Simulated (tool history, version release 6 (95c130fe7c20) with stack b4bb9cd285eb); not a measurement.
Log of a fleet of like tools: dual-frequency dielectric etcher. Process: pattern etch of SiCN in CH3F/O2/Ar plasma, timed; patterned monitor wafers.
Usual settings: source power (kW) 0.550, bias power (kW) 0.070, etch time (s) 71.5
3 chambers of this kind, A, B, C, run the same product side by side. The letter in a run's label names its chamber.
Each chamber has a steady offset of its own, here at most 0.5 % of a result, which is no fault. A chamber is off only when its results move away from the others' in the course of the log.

run,hour,source power (kW),bias power (kW),etch time (s),"read-back reference wafer on the same gauge, depth_nm",mean etch depth across the wafer (nm)
1C,3.3,0.550,0.070,71.5,35.624,30.000
2A,5.6,0.550,0.070,71.5,35.623,30.087
3B,8.5,0.550,0.070,71.5,35.640,30.200
4A,12.4,0.550,0.070,71.5,35.626,30.086
5B,15.0,0.550,0.070,71.5,35.652,30.029
6C,17.2,0.550,0.070,71.5,35.659,29.990
7B,20.1,0.550,0.070,71.5,35.668,30.170
8C,23.0,0.550,0.070,71.5,35.667,29.962
9A,25.7,0.550,0.070,71.5,35.687,30.092
10C,29.8,0.550,0.070,71.5,35.684,30.095
11B,33.6,0.550,0.070,71.5,35.710,30.237
12A,35.9,0.550,0.070,71.5,35.711,30.100
13B,38.6,0.550,0.070,71.5,35.728,30.228
14A,40.7,0.550,0.070,71.5,35.749,30.076
15C,43.3,0.550,0.070,71.5,35.743,30.109
16C,47.4,0.550,0.070,71.5,35.763,30.049
17A,50.0,0.550,0.070,71.5,35.772,30.103
18B,52.3,0.550,0.070,71.5,35.798,30.236
19A,54.9,0.550,0.070,71.5,35.776,30.226
20B,58.0,0.550,0.070,71.5,35.799,30.358
21C,61.3,0.550,0.070,71.5,35.822,30.126

All 3 chambers run these settings next. Forecast each chamber's results:
22A,64.3,0.670,0.070,71.5,,?
22B,64.3,0.670,0.070,71.5,,?
22C,64.3,0.670,0.070,71.5,,?

run,mean etch depth across the wafer (nm)
22A,32.552
22B,32.710
22C,32.478

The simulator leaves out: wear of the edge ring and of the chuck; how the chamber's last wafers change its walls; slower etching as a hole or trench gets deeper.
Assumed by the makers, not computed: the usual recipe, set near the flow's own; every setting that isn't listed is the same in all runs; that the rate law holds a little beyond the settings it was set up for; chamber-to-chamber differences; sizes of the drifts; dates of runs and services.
